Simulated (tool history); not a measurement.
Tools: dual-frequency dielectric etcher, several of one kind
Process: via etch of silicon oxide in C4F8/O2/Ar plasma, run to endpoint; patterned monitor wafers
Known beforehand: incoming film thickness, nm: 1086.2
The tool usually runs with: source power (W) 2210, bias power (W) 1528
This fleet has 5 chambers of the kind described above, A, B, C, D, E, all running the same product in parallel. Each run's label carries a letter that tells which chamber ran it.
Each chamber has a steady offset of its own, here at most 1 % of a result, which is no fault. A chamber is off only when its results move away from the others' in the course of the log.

run	hour	source power (W)	bias power (W)	endpoint time (s)
1D	10.3	2210	1528	221.21
2A	18.6	2210	1528	220.20
3C	27.5	2210	1528	220.88
4E	40.9	2210	1528	222.46
5B	52.2	2210	1528	222.25
# hour 60.0: chamber C: wet clean of the chamber
6E	60.4	2210	1528	223.14
7B	68.9	1940	1838	220.80
8D	82.6	1940	1838	223.00
# hour 88.0: chamber E: wet clean of the chamber
9C	96.9	1940	1838	221.41
10A	110.5	1940	1838	221.59
11A	122.4	1940	1838	221.85
12B	131.1	2210	1528	221.61
13E	146.4	2210	1528	222.85
14C	156.5	1690	1874	232.87
15D	169.4	1690	1874	234.15
16E	180.3	1690	1874	235.06
17A	191.3	1690	1874	232.90
18D	206.8	1690	1874	232.80
19C	216.1	2210	1528	220.05
20B	232.7	2210	1528	220.82
21D	239.8	2710	1379	209.73
22E	255.2	2710	1379	212.38
23B	270.4	2710	1379	207.34
24C	278.2	2710	1379	208.57
25A	292.1	2710	1379	208.66
26A	301.1	2210	1528	220.38
# hour 309.1: chamber B: wet clean of the chamber
27D	316.8	2210	1528	221.59
28C	327.9	2210	1528	221.15
# hour 335.8: chamber A: wet clean of the chamber
29E	337.0	2210	1528	223.31
30B	351.1	1750	1238	258.13
31A	363.3	1750	1238	256.59
32C	377.6	1750	1238	257.59
33B	386.3	1750	1238	255.30
34E	397.5	1750	1238	259.58
# hour 404.2: chamber D: wet clean of the chamber
35D	413.0	2210	1528	222.57
36E	427.0	2210	1528	222.59
37B	438.9	2210	1528	220.29
# hour 441.9: chamber E: bias power generator calibrated
38C	454.9	2210	1528	221.33
39A	470.3	2210	1528	220.20
40D	481.4	2210	1528	222.98
41E	490.4	2210	1528	225.19
# hour 491.8: chamber C: wet clean of the chamber
42B	505.6	2210	1528	220.80
43D	513.7	2210	1528	222.35
44C	520.9	2210	1528	219.90

Is one chamber off against the others, does the gauge drift, or is nothing wrong? If a chamber is off, say which, and what the likeliest cause is.

All chambers stay in line apart from their small fixed offsets, and the gauge does not drift.
